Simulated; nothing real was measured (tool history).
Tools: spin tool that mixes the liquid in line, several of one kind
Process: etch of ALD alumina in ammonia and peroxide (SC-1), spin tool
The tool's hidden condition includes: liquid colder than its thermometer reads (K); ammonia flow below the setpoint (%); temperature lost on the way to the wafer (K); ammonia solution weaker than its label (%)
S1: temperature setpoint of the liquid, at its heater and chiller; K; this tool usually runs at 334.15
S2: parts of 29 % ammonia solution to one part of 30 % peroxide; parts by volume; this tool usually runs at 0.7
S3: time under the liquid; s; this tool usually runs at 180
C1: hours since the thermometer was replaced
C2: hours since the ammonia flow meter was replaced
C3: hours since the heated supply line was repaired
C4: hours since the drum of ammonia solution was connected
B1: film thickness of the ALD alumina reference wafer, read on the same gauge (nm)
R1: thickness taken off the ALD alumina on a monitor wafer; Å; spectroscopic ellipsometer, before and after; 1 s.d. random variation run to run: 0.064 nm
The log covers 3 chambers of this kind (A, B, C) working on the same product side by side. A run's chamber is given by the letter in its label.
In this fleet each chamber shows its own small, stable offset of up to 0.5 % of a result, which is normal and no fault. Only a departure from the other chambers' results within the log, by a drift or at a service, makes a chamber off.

run,day,S1,S2,S3,C1,C2,C3,C4,B1,R1
1B,0.346,334.15,0.7,180,1083.8,108.1,355.3,506.4,30.021,95.867
2A,0.629,334.15,0.7,180,1328.7,32.8,276.3,141,30.04,96.219
3C,0.921,334.15,0.7,180,702.2,1015.9,970.3,221.2,30.024,95.947
4B,1.242,334.15,0.7,180,1105.3,129.6,376.8,527.9,30.009,96.078
# day 1.267: chamber C: new drum of ammonia solution connected
5A,1.579,334.15,0.7,145,1351.5,55.6,299.1,163.8,29.959,77.175
6C,1.908,334.15,0.7,145,725.9,1039.6,994,15.5,29.947,77.38
7A,2.158,334.15,0.7,145,1365.4,69.5,313,177.7,30.011,77.501
8C,2.421,334.15,0.7,180,738.2,1051.9,1006.3,27.8,29.944,95.572
9B,2.575,334.15,0.7,180,1137.3,161.6,408.8,559.9,29.945,96.361
10A,2.862,334.15,0.7,180,1382.3,86.4,329.9,194.6,30.035,95.456
11C,3.067,334.15,0.7,180,753.7,1067.4,1021.8,43.3,30.043,94.683
12B,3.267,334.15,0.95,265,1153.9,178.2,425.4,576.5,30.002,145.39
13C,3.538,334.15,0.95,265,765,1078.7,1033.1,54.6,29.978,143.88
14A,3.696,334.15,0.95,265,1402.3,106.4,349.9,214.6,29.978,145.92
15B,3.917,334.15,0.7,180,1169.5,193.8,441,592.1,30.024,95.927
16C,4.121,334.15,0.7,180,779,1092.7,1047.1,68.6,29.981,94.33
17B,4.4,334.15,0.7,180,1181.1,205.4,452.6,603.7,30.031,96.42
18A,4.712,334.15,0.7,180,1426.7,130.8,374.3,239,29.991,96.761
19C,4.988,334.15,0.7,180,799.8,1113.5,1067.9,89.4,30.009,94.334
20B,5.325,334.15,0.7,180,1203.3,227.6,474.8,625.9,29.985,96.291
21A,5.633,334.15,0.7,180,1448.8,152.9,396.4,261.1,30.017,95.623
22B,5.825,334.15,0.7,180,1215.3,239.6,486.8,637.9,30.005,96.251
23A,6.017,334.15,0.7,180,1458,162.1,405.6,270.3,30.02,96.134
24C,6.267,334.15,0.7,180,830.5,1144.2,1098.6,120.1,29.973,91.561
25A,6.45,334.15,0.7,180,1468.4,172.5,416,280.7,29.995,95.221
26C,6.717,334.15,0.7,180,841.3,1155,1109.4,130.9,29.988,91.117
27B,6.95,334.15,0.7,180,1242.3,266.6,513.8,664.9,29.985,95.865
28A,7.146,334.15,0.7,180,1485.1,189.2,432.7,297.4,30.021,95.706

Is one chamber off against the others, does the gauge drift, or is nothing wrong? If a chamber is off, say which, and what the likeliest cause is.

Little by little, chamber C moves away from the other chambers.
Likeliest cause: liquid colder than its thermometer reads (K) = 1.13.
From this log alone, it may not be told apart from: temperature lost on the way to the wafer (K).

Chamber C could run next with any of the 4 candidate recipes listed below; each alters the usual settings, and their results appear as question marks. Which one brings its results back in line with what the other chambers deliver on the usual settings?
In-line tolerance around the mean of the other chambers on the usual settings: R1 2.2 Å
29C-1,7.396,334.15,0.55,180,,,,,,?
29C-2,7.396,334.15,1.2,180,,,,,,?
29C-3,7.396,334.65,0.7,180,,,,,,?
29C-4,7.396,333.15,0.7,180,,,,,,?

Average result of the remaining chambers running the usual settings: R1 96.013 Å
run,R1
29C-1,88.351
29C-2,95.043
29C-3,92.706
29C-4,85.861
With 29C-2, the chamber falls back in line with the rest.
